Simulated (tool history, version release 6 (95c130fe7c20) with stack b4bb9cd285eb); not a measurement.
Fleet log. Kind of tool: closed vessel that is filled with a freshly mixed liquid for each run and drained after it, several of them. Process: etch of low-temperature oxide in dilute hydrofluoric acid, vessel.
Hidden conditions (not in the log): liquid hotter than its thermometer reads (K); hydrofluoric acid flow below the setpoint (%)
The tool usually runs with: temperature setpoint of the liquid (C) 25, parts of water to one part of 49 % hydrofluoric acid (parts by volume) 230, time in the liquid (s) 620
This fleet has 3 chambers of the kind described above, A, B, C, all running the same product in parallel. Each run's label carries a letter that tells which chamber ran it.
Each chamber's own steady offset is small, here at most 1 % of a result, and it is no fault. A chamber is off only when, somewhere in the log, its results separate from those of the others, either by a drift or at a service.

| run | hour | temperature setpoint of the liquid (C) | parts of water to one part of 49 % hydrofluoric acid (parts by volume) | time in the liquid (s) | hours since the thermometer was replaced | hours since the hydrofluoric acid flow meter was replaced | read-back film thickness of the low-temperature oxide reference wafer, read on the same gauge (nm) | thickness taken off the low-temperature oxide on a monitor wafer (nm) |
|---|---|---|---|---|---|---|---|---|
| 1C | 12.9 | 25 | 230 | 620 | 284.7 | 952.4 | 50.032 | 34.931 |
| 2B | 20.3 | 25 | 230 | 620 | 371.6 | 1372.2 | 50.024 | 35.011 |
| 3A | 30.7 | 25 | 230 | 620 | 1043.4 | 249.9 | 49.995 | 34.759 |
| 4A | 42.7 | 25 | 230 | 620 | 1055.4 | 261.9 | 50.015 | 34.402 |
| 5B | 49.9 | 20 | 230 | 405 | 401.2 | 1401.8 | 50.003 | 18.910 |
| 6C | 58.3 | 20 | 230 | 405 | 330.1 | 997.8 | 49.977 | 18.810 |
| 7C | 73.1 | 20 | 230 | 405 | 344.9 | 1012.6 | 49.985 | 18.885 |
| 8B | 87.9 | 25 | 230 | 620 | 439.2 | 1439.8 | 50.021 | 34.096 |
| 9A | 99.9 | 25 | 230 | 620 | 1112.6 | 319.1 | 49.994 | 34.433 |
| 10C | 109.9 | 25 | 230 | 620 | 381.7 | 1049.4 | 50.002 | 35.047 |
| 11B | 122.2 | 25 | 230 | 620 | 473.5 | 1474.1 | 50.022 | 34.154 |
| 12A | 137.6 | 25 | 230 | 620 | 1150.3 | 356.8 | 50.032 | 34.373 |
| 13C | 145.7 | 25 | 230 | 620 | 417.5 | 1085.2 | 49.998 | 34.912 |
| 14A | 155.8 | 25 | 230 | 620 | 1168.5 | 375.0 | 50.008 | 34.107 |
| 15B | 165.4 | 25 | 230 | 620 | 516.7 | 1517.3 | 50.016 | 33.738 |
| 16A | 175.1 | 25 | 230 | 620 | 1187.8 | 394.3 | 50.019 | 34.370 |
| 17C | 182.7 | 25 | 230 | 620 | 454.5 | 1122.2 | 49.968 | 34.357 |
| 18B | 198.1 | 25 | 230 | 620 | 549.4 | 1550.0 | 50.024 | 33.101 |
| 19C | 204.8 | 25 | 230 | 620 | 476.6 | 1144.3 | 50.021 | 34.779 |
| 20B | 218.6 | 25 | 230 | 620 | 569.9 | 1570.5 | 49.978 | 33.439 |
| 21A | 232.1 | 25 | 230 | 620 | 1244.8 | 451.3 | 50.019 | 34.109 |
| 22C | 242.4 | 25 | 230 | 620 | 514.2 | 1181.9 | 49.973 | 34.732 |

Decide between three cases: one chamber stands off from its peers, the gauge reading all wafers drifts, or nothing is wrong past each chamber's small offset. Where a chamber is off, say which and what most likely put it there.

It is chamber B that slowly wanders off from its peers.
Cause: hydrofluoric acid flow below the setpoint (%) = 3.64.
With only this log, it may be confused with: liquid colder than its thermometer reads (K).

Here are 4 candidates for chamber B's next run, each the usual settings with a change, their results left as question marks. Which one brings its results back in line with what the others give on the usual settings?
In line means no further than this from the other chambers' mean on the usual settings: thickness taken off the low-temperature oxide on a monitor wafer (nm) 0.670
| 23B-1 | 253.6 | 25 | 245 | 620 |  |  |  | ? |
| 23B-2 | 253.6 | 25 | 225 | 630 |  |  |  | ? |
| 23B-3 | 253.6 | 25 | 230 | 600 |  |  |  | ? |
| 23B-4 | 253.6 | 27 | 230 | 620 |  |  |  | ? |

The mean the other chambers reach with the usual settings: thickness taken off the low-temperature oxide on a monitor wafer (nm) 34.550
| run | thickness taken off the low-temperature oxide on a monitor wafer (nm) |
|---|---|
| 23B-1 | 30.578 |
| 23B-2 | 34.523 |
| 23B-3 | 32.002 |
| 23B-4 | 35.444 |
The answer is 23B-2, which returns the chamber to within the allowed miss of the others.
